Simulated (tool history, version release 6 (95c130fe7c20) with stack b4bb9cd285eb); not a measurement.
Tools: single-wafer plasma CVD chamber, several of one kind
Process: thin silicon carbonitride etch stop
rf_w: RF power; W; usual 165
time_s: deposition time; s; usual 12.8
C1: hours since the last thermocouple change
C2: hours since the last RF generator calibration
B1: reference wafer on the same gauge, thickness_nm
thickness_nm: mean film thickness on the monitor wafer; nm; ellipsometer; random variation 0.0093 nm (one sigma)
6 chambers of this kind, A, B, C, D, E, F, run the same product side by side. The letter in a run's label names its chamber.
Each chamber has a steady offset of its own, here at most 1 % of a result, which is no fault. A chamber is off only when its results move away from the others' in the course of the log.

Run 1A, day 0.500: usual settings; C1 367.1; C2 184.0; B1 6.1084. Result: thickness_nm 6.9273 nm.
Run 2E, day 0.775: usual settings; C1 1357.5; C2 97.2; B1 6.1091. Result: thickness_nm 6.8639 nm.
Run 3D, day 1.183: usual settings; C1 129.9; C2 1662.2; B1 6.1067. Result: thickness_nm 6.8703 nm.
Run 4B, day 1.488: usual settings; C1 259.4; C2 1059.9; B1 6.1059. Result: thickness_nm 6.8728 nm.
Run 5F, day 2.000: usual settings; C1 1573.1; C2 226.2; B1 6.1048. Result: thickness_nm 6.8634 nm.
Run 6C, day 2.267: usual settings but rf_w 140 W, time_s 10.5 s; C1 1270.3; C2 2008.9; B1 6.1053. Result: thickness_nm 5.3812 nm.
Run 7B, day 2.538: usual settings but rf_w 140 W, time_s 10.5 s; C1 284.6; C2 1085.1; B1 6.1039. Result: thickness_nm 5.3626 nm.
Run 8E, day 2.817: usual settings but rf_w 140 W, time_s 10.5 s; C1 1406.5; C2 146.2; B1 6.1044. Result: thickness_nm 5.3298 nm.
Run 9C, day 3.300: usual settings but rf_w 140 W, time_s 10.5 s; C1 1295.1; C2 2033.7; B1 6.1035. Result: thickness_nm 5.3826 nm.
Run 10A, day 3.612: usual settings but rf_w 140 W, time_s 10.5 s; C1 441.8; C2 258.7; B1 6.1022. Result: thickness_nm 5.4183 nm.
Run 11D, day 4.188: usual settings but rf_w 140 W, time_s 10.5 s; C1 202.0; C2 1734.3; B1 6.1020. Result: thickness_nm 5.3559 nm.
Run 12F, day 4.533: usual settings; C1 1633.9; C2 287.0; B1 6.0993. Result: thickness_nm 6.8670 nm.
Run 13D, day 4.912: usual settings; C1 219.4; C2 1751.7; B1 6.0995. Result: thickness_nm 6.8609 nm.
Run 14F, day 5.438: usual settings but time_s 11.8 s; C1 1655.6; C2 308.7; B1 6.0996. Result: thickness_nm 6.3166 nm.
At day 5.883: chamber C: RF generator calibrated.
Run 15A, day 6.033: usual settings but time_s 11.8 s; C1 499.9; C2 316.8; B1 6.0964. Result: thickness_nm 6.3665 nm.
Run 16E, day 6.625: usual settings but time_s 11.8 s; C1 1497.9; C2 237.6; B1 6.0975. Result: thickness_nm 6.2932 nm.
Run 17B, day 7.162: usual settings but time_s 11.8 s; C1 395.6; C2 1196.1; B1 6.0965. Result: thickness_nm 6.3317 nm.
Run 18C, day 7.746: usual settings but time_s 11.8 s; C1 1401.8; C2 44.8; B1 6.0935. Result: thickness_nm 6.3404 nm.
Run 19C, day 8.325: usual settings but time_s 11.8 s; C1 1415.7; C2 58.7; B1 6.0933. Result: thickness_nm 6.3398 nm.
Run 20A, day 8.604: usual settings; C1 561.6; C2 378.5; B1 6.0940. Result: thickness_nm 6.9222 nm.
Run 21B, day 8.946: usual settings; C1 438.4; C2 1238.9; B1 6.0901. Result: thickness_nm 6.8641 nm.
Run 22D, day 9.362: usual settings; C1 326.2; C2 1858.5; B1 6.0897. Result: thickness_nm 6.8555 nm.
Run 23F, day 9.779: usual settings; C1 1759.8; C2 412.9; B1 6.0923. Result: thickness_nm 6.8589 nm.
Run 24E, day 10.233: usual settings; C1 1584.5; C2 324.2; B1 6.0888. Result: thickness_nm 6.8132 nm.
Run 25D, day 10.525: usual settings; C1 354.1; C2 1886.4; B1 6.0890. Result: thickness_nm 6.8427 nm.
Run 26E, day 10.904: usual settings; C1 1600.6; C2 340.3; B1 6.0876. Result: thickness_nm 6.8182 nm.
Run 27C, day 11.346: usual settings; C1 1488.2; C2 131.2; B1 6.0858. Result: thickness_nm 6.8577 nm.
Run 28B, day 11.679: usual settings; C1 504.0; C2 1304.5; B1 6.0876. Result: thickness_nm 6.8557 nm.
Run 29F, day 12.133: usual settings; C1 1816.3; C2 469.4; B1 6.0833. Result: thickness_nm 6.8511 nm.
Run 30A, day 12.633: usual settings; C1 658.3; C2 475.2; B1 6.0819. Result: thickness_nm 6.9011 nm.
Run 31B, day 13.079: usual settings; C1 537.6; C2 1338.1; B1 6.0823. Result: thickness_nm 6.8731 nm.
At day 13.479: chamber F: thermocouple changed; heater temperature recalibrated.
Run 32C, day 13.633: usual settings; C1 1543.1; C2 186.1; B1 6.0809. Result: thickness_nm 6.8812 nm.
Run 33A, day 14.050: usual settings; C1 692.3; C2 509.2; B1 6.0818. Result: thickness_nm 6.8794 nm.
Run 34D, day 14.521: usual settings; C1 450.0; C2 1982.3; B1 6.0827. Result: thickness_nm 6.8343 nm.
Run 35F, day 15.125: usual settings; C1 39.5; C2 541.2; B1 6.0784. Result: thickness_nm 6.8195 nm.
Run 36E, day 15.592: usual settings; C1 1713.1; C2 452.8; B1 6.0789. Result: thickness_nm 6.7950 nm.
Run 37B, day 15.912: usual settings; C1 605.6; C2 1406.1; B1 6.0778. Result: thickness_nm 6.8501 nm.

What goes on in this fleet: one chamber off, a drifting gauge, or nothing beyond the chambers' own small offsets? Name the chamber and the cause, if any.

The gauge drifts, so all chambers seem to drift together. No chamber is off.
Cause: gauge reads low (%) = 0.552.
